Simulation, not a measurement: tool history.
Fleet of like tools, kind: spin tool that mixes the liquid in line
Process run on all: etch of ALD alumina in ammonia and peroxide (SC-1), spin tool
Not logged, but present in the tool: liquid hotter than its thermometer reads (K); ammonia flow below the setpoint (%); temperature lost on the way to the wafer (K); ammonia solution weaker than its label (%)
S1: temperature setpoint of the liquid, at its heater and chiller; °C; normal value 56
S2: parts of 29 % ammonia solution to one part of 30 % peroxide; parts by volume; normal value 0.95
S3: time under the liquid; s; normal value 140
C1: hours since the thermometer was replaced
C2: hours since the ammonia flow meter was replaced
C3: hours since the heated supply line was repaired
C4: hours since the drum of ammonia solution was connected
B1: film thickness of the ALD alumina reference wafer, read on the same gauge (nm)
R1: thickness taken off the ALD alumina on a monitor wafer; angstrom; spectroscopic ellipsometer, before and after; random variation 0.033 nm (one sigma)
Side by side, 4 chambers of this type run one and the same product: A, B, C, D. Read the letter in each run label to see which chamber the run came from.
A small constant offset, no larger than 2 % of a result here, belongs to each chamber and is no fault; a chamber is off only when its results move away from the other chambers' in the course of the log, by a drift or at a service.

run	hour	S1	S2	S3	C1	C2	C3	C4	B1	R1
1A	11.9	56	0.95	140	97.2	203	15.8	543.1	80.005	69.86
2D	27	56	0.95	140	159.5	1018.1	2414.1	104.1	80.012	69.728
3C	39	56	0.95	140	2735.4	1238.1	154.6	495.2	79.985	69.777
4B	46.6	56	0.95	140	476.3	268.9	235	103.8	80.004	71.095
5A	58	56	0.95	140	143.3	249.1	61.9	589.2	80.004	70.02
6D	64.8	52.5	0.95	140	197.3	1055.9	2451.9	141.9	79.998	57.943
7C	73.5	52.5	0.95	140	2769.9	1272.6	189.1	529.7	80.016	58.073
8B	80.9	52.5	0.95	140	510.6	303.2	269.3	138.1	79.999	58.228
# hour 83.9: chamber A: new drum of ammonia solution connected
9B	89.6	52.5	0.95	140	519.3	311.9	278	146.8	80.004	57.652
10A	97.6	56	0.95	140	182.9	288.7	101.5	13.8	79.995	70.351
11C	106.1	56	0.95	140	2802.5	1305.2	221.7	562.3	80.001	69.632
12D	120.5	56	0.95	140	253	1111.6	2507.6	197.6	79.992	69.596
13B	130.8	56	0.95	140	560.5	353.1	319.2	188	80.005	69.922
14D	144	56	1.2	140	276.5	1135.1	2531.1	221.1	80.01	71.539
15A	152.6	56	1.2	140	237.9	343.7	156.5	68.8	79.999	71.892
# hour 153.9: chamber C: thermometer replaced
16C	161.4	56	1.2	140	7.6	1360.5	277	617.6	79.994	71.634
17A	173.8	56	1.2	140	259.1	364.9	177.7	90	79.993	71.867
18C	185.1	56	0.7	140	31.3	1384.2	300.7	641.3	79.997	68.172
19D	194	56	0.7	140	326.5	1185.1	2581.1	271.1	79.985	67.827
20B	209.5	56	0.7	140	639.2	431.8	397.9	266.7	79.992	66.983
21C	223.4	56	0.7	140	69.6	1422.5	339	679.6	80.011	67.785
22B	230.8	56	0.95	140	660.5	453.1	419.2	288	79.997	68.875
23A	242.3	49	0.95	75	327.6	433.4	246.2	158.5	80.015	25.659
# hour 243.6: chamber A: ammonia flow meter replaced
24D	253.6	49	0.95	75	386.1	1244.7	2640.7	330.7	80.024	25.555
25B	260.8	49	0.95	75	690.5	483.1	449.2	318	79.993	24.992
26D	269.3	49	0.95	75	401.8	1260.4	2656.4	346.4	80.001	25.611
27A	282.9	56	0.95	140	368.2	39.4	286.8	199.1	80.001	70.079
28C	298.2	56	0.55	140	144.4	1497.3	413.8	754.4	80.025	66.247
29C	307.2	56	0.55	140	153.4	1506.3	422.8	763.4	79.989	66.408
30D	319	56	0.55	140	451.5	1310.1	2706.1	396.1	80.002	66.339
31B	328	56	0.55	140	757.7	550.3	516.4	385.2	79.985	64.587
# hour 337.4: chamber B: new drum of ammonia solution connected
32A	339.1	56	0.95	140	424.4	95.6	343	255.3	79.999	70.05
33A	349.3	56	0.95	140	434.6	105.8	353.2	265.5	80.007	70.705
34D	360.7	56	0.95	140	493.2	1351.8	2747.8	437.8	80.003	69.671
35B	371.4	56	0.95	140	801.1	593.7	559.8	34	80.001	67.039

Has any chamber moved away from the others, gradually or after a service, or does the common gauge drift, or do the chambers differ only by their own small steady offsets? State the chamber and the most likely cause if one applies.

It is chamber B that slowly wanders off from its peers.
What lies behind it: temperature lost on the way to the wafer (K) = 1.23.
With only this log, it may be confused with: liquid colder than its thermometer reads (K).

Which of the 4 candidates below, each the usual settings with something changed and its results left as question marks, puts chamber B back in line with what the other chambers give on the usual settings?
Counts as in line when no further than this from what the other chambers average on the usual settings: R1 1.2 angstrom
36B-1	382.6	55	0.95	140						?
36B-2	382.6	54.5	0.95	140						?
36B-3	382.6	57	0.95	140						?
36B-4	382.6	57.5	0.95	140						?

On the usual settings, the other chambers give on average: R1 69.916 angstrom
run	R1
36B-1	63.263
36B-2	61.555
36B-3	70.475
36B-4	72.396
36B-3 puts the chamber back in line with the other chambers.

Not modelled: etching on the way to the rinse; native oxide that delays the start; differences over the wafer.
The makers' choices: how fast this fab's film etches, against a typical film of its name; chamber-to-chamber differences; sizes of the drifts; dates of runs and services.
